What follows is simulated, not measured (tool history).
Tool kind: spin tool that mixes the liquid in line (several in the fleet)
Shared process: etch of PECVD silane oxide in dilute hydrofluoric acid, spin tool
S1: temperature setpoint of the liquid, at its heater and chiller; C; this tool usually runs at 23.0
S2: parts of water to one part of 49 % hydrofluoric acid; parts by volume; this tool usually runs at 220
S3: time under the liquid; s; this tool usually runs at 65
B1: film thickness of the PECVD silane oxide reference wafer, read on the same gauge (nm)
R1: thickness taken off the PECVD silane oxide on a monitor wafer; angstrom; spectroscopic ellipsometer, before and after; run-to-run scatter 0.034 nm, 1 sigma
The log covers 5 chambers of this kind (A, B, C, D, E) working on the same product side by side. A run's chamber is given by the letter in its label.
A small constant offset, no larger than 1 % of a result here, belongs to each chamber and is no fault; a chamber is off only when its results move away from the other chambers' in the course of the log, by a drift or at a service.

run   hour    S1   S2   S3      B1       R1
 1B    7.2  23.0  220   65  139.98   66.368
      13.2  -- chamber E: thermometer replaced
 2D   20.0  23.0  220   65  139.99   66.741
      25.7  -- chamber C: hydrofluoric acid flow meter replaced
 3C   26.5  23.0  220   65  140.04   66.169
 4E   33.5  23.0  220   65  139.96   66.219
 5A   44.8  23.0  220   65  140.00   66.291
 6B   55.4  23.0  220   40  140.00   40.958
 7A   66.4  23.0  220   40  140.03   41.027
 8E   74.1  23.0  220   40  140.00   40.486
 9C   87.3  23.0  220   40  140.02   40.903
10D   96.2  23.0  220   40  139.96   40.887
11B  105.1  23.0  220   65  140.02   66.235
12E  113.9  23.0  220   65  140.02   65.747
13D  121.1  23.0  220  100  139.98  102.790
14C  130.6  23.0  220  100  140.00  102.750
15A  143.1  23.0  220  100  140.00  102.120
16B  156.7  23.0  220  100  140.00  101.520
17A  169.0  23.0  220  100  140.01  102.430
18D  178.2  23.0  220   65  140.02   67.723
19C  189.7  23.0  220   65  139.99   66.356
20E  203.8  23.0  220   65  139.97   65.476
21C  212.4  23.0  220   65  140.00   66.251
22A  225.7  23.0  220   65  140.00   66.615
     225.9  -- chamber D: thermometer replaced
     238.4  -- chamber C: thermometer replaced
23E  239.9  23.0  220   65  140.01   65.630
24B  246.1  23.0  220   65  139.98   65.921
25D  256.2  23.0  220   30  139.99   31.845
26B  269.8  23.0  220   30  139.97   30.519
27A  283.9  23.0  220   30  140.02   30.506
28E  291.4  23.0  220   30  139.99   30.856
29D  301.5  23.0  220   30  139.97   32.526
     302.0  -- chamber B: thermometer replaced
30C  311.1  23.0  220   65  139.99   66.650
     316.6  -- chamber B: hydrofluoric acid flow meter replaced
31B  319.1  23.0  220   65  140.03   65.654
32D  330.6  23.0  220   90  139.99   97.771
33A  341.7  23.0  220   90  140.02   91.439

For the next run the whole fleet of 5 chambers uses the same settings. Give each chamber's results:
34A  352.0  25.5  220  65       ?
34B  352.0  25.5  220  65       ?
34C  352.0  25.5  220  65       ?
34D  352.0  25.5  220  65       ?
34E  352.0  25.5  220  65       ?

run      R1
34A  73.122
34B  72.907
34C  73.278
34D  77.669
34E  72.565
